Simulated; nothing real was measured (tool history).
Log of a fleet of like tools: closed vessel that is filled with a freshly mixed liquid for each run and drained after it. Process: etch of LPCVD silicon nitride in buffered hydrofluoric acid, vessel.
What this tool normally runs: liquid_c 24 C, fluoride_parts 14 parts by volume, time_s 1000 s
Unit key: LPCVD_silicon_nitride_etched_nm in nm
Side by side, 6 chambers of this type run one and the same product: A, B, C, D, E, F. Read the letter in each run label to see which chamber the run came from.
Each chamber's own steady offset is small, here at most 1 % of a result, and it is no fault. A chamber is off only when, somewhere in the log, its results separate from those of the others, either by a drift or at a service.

| run | hour | liquid_c | fluoride_parts | time_s | read-back film thickness of the LPCVD silicon nitride reference wafer, read on the same gauge (nm) | LPCVD_silicon_nitride_etched_nm |
|---|---|---|---|---|---|---|
| 1B | 3.1 | 24 | 14 | 1000 | 119.98 | 10.397 |
| 2E | 6 | 24 | 14 | 1000 | 120.02 | 10.43 |
| 3D | 9.3 | 24 | 14 | 1000 | 119.99 | 10.277 |
| 4C | 15 | 24 | 14 | 1000 | 119.99 | 10.372 |
| 5F | 17.9 | 24 | 14 | 1000 | 120.01 | 10.42 |
| 6A | 21.6 | 26 | 14 | 1280 | 120.01 | 14.642 |
| 7C | 25.2 | 26 | 14 | 1280 | 119.98 | 14.588 |
| 8E | 30.5 | 26 | 14 | 1280 | 120 | 15.081 |
| 9D | 33.7 | 26 | 14 | 1280 | 120 | 14.809 |
|  | 34.2 | chamber F: hydrofluoric acid flow meter replaced |
| 10F | 36.4 | 26 | 14 | 1280 | 120.02 | 14.741 |
| 11A | 39.3 | 26 | 14 | 1280 | 119.99 | 14.634 |
| 12B | 43 | 24 | 14 | 1000 | 119.99 | 10.27 |
| 13D | 47.6 | 24 | 14 | 1000 | 119.97 | 10.295 |
| 14B | 53.6 | 24 | 14 | 1000 | 120.01 | 10.209 |
| 15E | 57.9 | 24 | 14 | 1000 | 120 | 10.449 |
| 16A | 61.3 | 24 | 17.5 | 430 | 120 | 3.5232 |
| 17F | 64.1 | 24 | 17.5 | 430 | 119.99 | 3.562 |
| 18C | 69.5 | 24 | 17.5 | 430 | 120.01 | 3.6059 |
| 19A | 73.6 | 24 | 17.5 | 430 | 120.01 | 3.5544 |
| 20F | 78.8 | 24 | 17.5 | 430 | 120.02 | 3.6033 |
| 21E | 81.7 | 24 | 17.5 | 430 | 120 | 3.6036 |
| 22C | 86.3 | 24 | 14 | 1000 | 120.01 | 10.483 |
|  | 90 | chamber C: hydrofluoric acid flow meter replaced |
| 23D | 91.8 | 24 | 14 | 1000 | 120 | 10.246 |
| 24B | 97.2 | 24 | 14 | 1000 | 120 | 10.102 |
| 25C | 101.5 | 24 | 14 | 1000 | 120.02 | 10.494 |
| 26B | 106.3 | 24 | 14 | 1000 | 119.98 | 10.145 |
| 27E | 109.4 | 27.5 | 9.5 | 1000 | 120 | 18.252 |
| 28D | 113.3 | 27.5 | 9.5 | 1000 | 120.01 | 17.802 |
| 29A | 116.1 | 27.5 | 9.5 | 1000 | 120 | 17.884 |
| 30F | 119.8 | 27.5 | 9.5 | 1000 | 120 | 17.965 |
| 31E | 123.8 | 27.5 | 9.5 | 1000 | 120.01 | 18.34 |
| 32A | 127.6 | 27.5 | 9.5 | 1000 | 120.01 | 17.941 |
| 33F | 131.9 | 24 | 14 | 1000 | 120.01 | 10.413 |
| 34C | 137.5 | 24 | 11 | 440 | 120 | 5.8179 |
| 35B | 141.9 | 24 | 11 | 440 | 120 | 5.6679 |
| 36D | 145.8 | 24 | 11 | 440 | 120.01 | 5.7704 |
| 37D | 151.6 | 24 | 11 | 440 | 120 | 5.744 |
| 38B | 155.3 | 24 | 11 | 440 | 120.02 | 5.6212 |
| 39E | 157.9 | 24 | 11 | 440 | 120.01 | 5.7981 |
| 40A | 160.8 | 24 | 14 | 1000 | 120.03 | 10.209 |

What goes on in this fleet: one chamber off, a drifting gauge, or nothing beyond the chambers' own small offsets? Name the chamber and the cause, if any.

Chamber B drifts away from the others.
Cause: hydrofluoric acid flow below the setpoint (%) = 3.77.
Not necessarily distinguishable in this log from: liquid colder than its thermometer reads (K).

Chamber B could run next with any of the 4 candidate recipes listed below; each alters the usual settings, and their results appear as question marks. Which one brings its results back in line with what the other chambers deliver on the usual settings?
In line means no further than this from the other chambers' mean on the usual settings: LPCVD_silicon_nitride_etched_nm 0.22 nm
| 41B-1 | 165.1 | 24 | 13.5 | 1050 |  | ? |
| 41B-2 | 165.1 | 24 | 14 | 965 |  | ? |
| 41B-3 | 165.1 | 24 | 14.5 | 950 |  | ? |
| 41B-4 | 165.1 | 24 | 14 | 1035 |  | ? |

The mean the other chambers reach with the usual settings: LPCVD_silicon_nitride_etched_nm 10.373 nm
| run | LPCVD_silicon_nitride_etched_nm |
|---|---|
| 41B-1 | 10.845 |
| 41B-2 | 9.6115 |
| 41B-3 | 9.1371 |
| 41B-4 | 10.309 |
It is 41B-4 that realigns the chamber with its peers.

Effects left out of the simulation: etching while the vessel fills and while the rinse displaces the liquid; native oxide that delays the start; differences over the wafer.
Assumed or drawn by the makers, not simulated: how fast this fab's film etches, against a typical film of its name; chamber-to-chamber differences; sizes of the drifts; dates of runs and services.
